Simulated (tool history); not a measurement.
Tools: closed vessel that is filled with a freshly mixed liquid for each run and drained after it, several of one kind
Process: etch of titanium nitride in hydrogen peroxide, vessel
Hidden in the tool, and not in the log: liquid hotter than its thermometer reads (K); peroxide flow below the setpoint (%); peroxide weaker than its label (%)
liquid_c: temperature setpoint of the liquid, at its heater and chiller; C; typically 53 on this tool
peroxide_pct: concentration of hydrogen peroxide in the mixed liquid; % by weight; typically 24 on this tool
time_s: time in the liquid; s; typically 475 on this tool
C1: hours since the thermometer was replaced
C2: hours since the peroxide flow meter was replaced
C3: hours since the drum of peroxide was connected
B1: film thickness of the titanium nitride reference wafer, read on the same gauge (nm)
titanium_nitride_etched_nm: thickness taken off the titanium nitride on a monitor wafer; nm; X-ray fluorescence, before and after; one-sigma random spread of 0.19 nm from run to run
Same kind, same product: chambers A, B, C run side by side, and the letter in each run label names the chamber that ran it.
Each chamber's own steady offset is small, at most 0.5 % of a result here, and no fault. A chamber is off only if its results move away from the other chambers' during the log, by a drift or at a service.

{"run": "1C", "hour": 10.7, "liquid_c": 53, "peroxide_pct": 24, "time_s": 475, "C1": 660.5, "C2": 898.8, "C3": 93.9, "B1": 70.011, "titanium_nitride_etched_nm": 29.118}
{"run": "2A", "hour": 25.3, "liquid_c": 53, "peroxide_pct": 24, "time_s": 475, "C1": 654, "C2": 94.6, "C3": 546, "B1": 70, "titanium_nitride_etched_nm": 28.431}
{"run": "3B", "hour": 40.4, "liquid_c": 53, "peroxide_pct": 24, "time_s": 475, "C1": 1022, "C2": 1272.3, "C3": 175.6, "B1": 70.021, "titanium_nitride_etched_nm": 28.523}
{"run": "4C", "hour": 52.6, "liquid_c": 53, "peroxide_pct": 24, "time_s": 475, "C1": 702.4, "C2": 940.7, "C3": 135.8, "B1": 69.988, "titanium_nitride_etched_nm": 28.906}
{"run": "5B", "hour": 64.3, "liquid_c": 53, "peroxide_pct": 24, "time_s": 475, "C1": 1045.9, "C2": 1296.2, "C3": 199.5, "B1": 70.006, "titanium_nitride_etched_nm": 28.4}
{"run": "6A", "hour": 78.9, "liquid_c": 53, "peroxide_pct": 28, "time_s": 475, "C1": 707.6, "C2": 148.2, "C3": 599.6, "B1": 69.98, "titanium_nitride_etched_nm": 29.677}
{"run": "7B", "hour": 90.1, "liquid_c": 53, "peroxide_pct": 28, "time_s": 475, "C1": 1071.7, "C2": 1322, "C3": 225.3, "B1": 70.004, "titanium_nitride_etched_nm": 29.623}
{"run": "8A", "hour": 102.3, "liquid_c": 53, "peroxide_pct": 28, "time_s": 475, "C1": 731, "C2": 171.6, "C3": 623, "B1": 69.975, "titanium_nitride_etched_nm": 29.82}
{"run": "9C", "hour": 114.5, "liquid_c": 53, "peroxide_pct": 24, "time_s": 475, "C1": 764.3, "C2": 1002.6, "C3": 197.7, "B1": 70.013, "titanium_nitride_etched_nm": 29.664}
{"run": "10B", "hour": 129.1, "liquid_c": 53, "peroxide_pct": 24, "time_s": 475, "C1": 1110.7, "C2": 1361, "C3": 264.3, "B1": 70.028, "titanium_nitride_etched_nm": 28.756}
{"run": "11C", "hour": 141.8, "liquid_c": 53, "peroxide_pct": 24, "time_s": 475, "C1": 791.6, "C2": 1029.9, "C3": 225, "B1": 69.993, "titanium_nitride_etched_nm": 29.552}
{"run": "12A", "hour": 154.2, "liquid_c": 53, "peroxide_pct": 24, "time_s": 475, "C1": 782.9, "C2": 223.5, "C3": 674.9, "B1": 69.979, "titanium_nitride_etched_nm": 28.383}
{"run": "13C", "hour": 168.3, "liquid_c": 53, "peroxide_pct": 24, "time_s": 475, "C1": 818.1, "C2": 1056.4, "C3": 251.5, "B1": 69.972, "titanium_nitride_etched_nm": 29.455}
{"run": "14B", "hour": 184.5, "liquid_c": 62.5, "peroxide_pct": 30, "time_s": 475, "C1": 1166.1, "C2": 1416.4, "C3": 319.7, "B1": 70.007, "titanium_nitride_etched_nm": 57.497}
{"run": "15A", "hour": 195.2, "liquid_c": 62.5, "peroxide_pct": 30, "time_s": 475, "C1": 823.9, "C2": 264.5, "C3": 715.9, "B1": 70.004, "titanium_nitride_etched_nm": 58.384}
{"run": "16C", "hour": 204.7, "liquid_c": 62.5, "peroxide_pct": 30, "time_s": 475, "C1": 854.5, "C2": 1092.8, "C3": 287.9, "B1": 69.992, "titanium_nitride_etched_nm": 60.291}
{"run": "17A", "hour": 220.8, "liquid_c": 56.5, "peroxide_pct": 19.5, "time_s": 475, "C1": 849.5, "C2": 290.1, "C3": 741.5, "B1": 69.994, "titanium_nitride_etched_nm": 35.374}
{"run": "18B", "hour": 233.2, "liquid_c": 56.5, "peroxide_pct": 19.5, "time_s": 475, "C1": 1214.8, "C2": 1465.1, "C3": 368.4, "B1": 69.991, "titanium_nitride_etched_nm": 34.912}
{"run": "19C", "hour": 245.8, "liquid_c": 56.5, "peroxide_pct": 19.5, "time_s": 475, "C1": 895.6, "C2": 1133.9, "C3": 329, "B1": 70, "titanium_nitride_etched_nm": 36.677}
{"run": "20A", "hour": 261.4, "liquid_c": 53, "peroxide_pct": 24, "time_s": 475, "C1": 890.1, "C2": 330.7, "C3": 782.1, "B1": 70.019, "titanium_nitride_etched_nm": 28.569}
{"hour": 261.6, "done": "chamber B: thermometer replaced"}
{"run": "21B", "hour": 268.4, "liquid_c": 53, "peroxide_pct": 24, "time_s": 475, "C1": 6.9, "C2": 1500.3, "C3": 403.6, "B1": 70.044, "titanium_nitride_etched_nm": 28.37}
{"run": "22B", "hour": 280.1, "liquid_c": 48, "peroxide_pct": 18.5, "time_s": 475, "C1": 18.6, "C2": 1512, "C3": 415.3, "B1": 70.004, "titanium_nitride_etched_nm": 18.917}
{"run": "23A", "hour": 293.8, "liquid_c": 48, "peroxide_pct": 18.5, "time_s": 475, "C1": 922.5, "C2": 363.1, "C3": 814.5, "B1": 70.007, "titanium_nitride_etched_nm": 18.826}
{"run": "24C", "hour": 303.0, "liquid_c": 48, "peroxide_pct": 18.5, "time_s": 475, "C1": 952.8, "C2": 1191.1, "C3": 386.2, "B1": 70.004, "titanium_nitride_etched_nm": 20.293}
{"run": "25C", "hour": 318.0, "liquid_c": 53, "peroxide_pct": 24, "time_s": 475, "C1": 967.8, "C2": 1206.1, "C3": 401.2, "B1": 69.992, "titanium_nitride_etched_nm": 30.554}
{"run": "26A", "hour": 328.0, "liquid_c": 53, "peroxide_pct": 24, "time_s": 475, "C1": 956.7, "C2": 397.3, "C3": 848.7, "B1": 70, "titanium_nitride_etched_nm": 28.688}
{"run": "27B", "hour": 341.7, "liquid_c": 53, "peroxide_pct": 26, "time_s": 475, "C1": 80.2, "C2": 1573.6, "C3": 476.9, "B1": 69.971, "titanium_nitride_etched_nm": 29.289}
{"run": "28B", "hour": 356.9, "liquid_c": 53, "peroxide_pct": 26, "time_s": 475, "C1": 95.4, "C2": 1588.8, "C3": 492.1, "B1": 70.037, "titanium_nitride_etched_nm": 29.514}
{"run": "29C", "hour": 372.9, "liquid_c": 53, "peroxide_pct": 26, "time_s": 475, "C1": 1022.7, "C2": 1261, "C3": 456.1, "B1": 69.999, "titanium_nitride_etched_nm": 31.763}
{"run": "30A", "hour": 384.7, "liquid_c": 53, "peroxide_pct": 24, "time_s": 475, "C1": 1013.4, "C2": 454, "C3": 905.4, "B1": 69.992, "titanium_nitride_etched_nm": 28.436}
{"run": "31B", "hour": 399.3, "liquid_c": 53, "peroxide_pct": 19.5, "time_s": 220, "C1": 137.8, "C2": 1631.2, "C3": 534.5, "B1": 70.001, "titanium_nitride_etched_nm": 12.807}
{"hour": 407.8, "done": "chamber B: new drum of peroxide connected"}
{"run": "32C", "hour": 410.4, "liquid_c": 53, "peroxide_pct": 19.5, "time_s": 220, "C1": 1060.2, "C2": 1298.5, "C3": 493.6, "B1": 69.981, "titanium_nitride_etched_nm": 13.881}
{"run": "33A", "hour": 421.8, "liquid_c": 53, "peroxide_pct": 19.5, "time_s": 220, "C1": 1050.5, "C2": 491.1, "C3": 942.5, "B1": 69.99, "titanium_nitride_etched_nm": 12.793}
{"run": "34B", "hour": 428.9, "liquid_c": 53, "peroxide_pct": 24, "time_s": 475, "C1": 167.4, "C2": 1660.8, "C3": 21.2, "B1": 70.004, "titanium_nitride_etched_nm": 28.553}

Which is it: a chamber that has drifted or been left off by a service, a gauge drift common to all chambers, or only each chamber's usual small offset? If a chamber is off, name it and its likeliest cause.

Little by little, chamber C moves away from the other chambers.
Cause: liquid hotter than its thermometer reads (K) = 1.29.

Chamber C could run next with any of the 4 candidate recipes listed below; each alters the usual settings, and their results appear as question marks. Which one brings its results back in line with what the other chambers deliver on the usual settings?
Counts as in line when no further than this from what the other chambers average on the usual settings: titanium_nitride_etched_nm 0.66 nm
{"run": "35C-1", "hour": 440.5, "liquid_c": 53, "peroxide_pct": 24, "time_s": 430, "titanium_nitride_etched_nm": "?"}
{"run": "35C-2", "hour": 440.5, "liquid_c": 53, "peroxide_pct": 24, "time_s": 460, "titanium_nitride_etched_nm": "?"}
{"run": "35C-3", "hour": 440.5, "liquid_c": 53, "peroxide_pct": 24, "time_s": 520, "titanium_nitride_etched_nm": "?"}
{"run": "35C-4", "hour": 440.5, "liquid_c": 53, "peroxide_pct": 24, "time_s": 490, "titanium_nitride_etched_nm": "?"}

Usual-settings mean across the other chambers: titanium_nitride_etched_nm 28.676 nm
run=35C-1 titanium_nitride_etched_nm=28.447
run=35C-2 titanium_nitride_etched_nm=30.432
run=35C-3 titanium_nitride_etched_nm=34.402
run=35C-4 titanium_nitride_etched_nm=32.417
35C-1 is the one that brings the chamber's results back in line with the other chambers.

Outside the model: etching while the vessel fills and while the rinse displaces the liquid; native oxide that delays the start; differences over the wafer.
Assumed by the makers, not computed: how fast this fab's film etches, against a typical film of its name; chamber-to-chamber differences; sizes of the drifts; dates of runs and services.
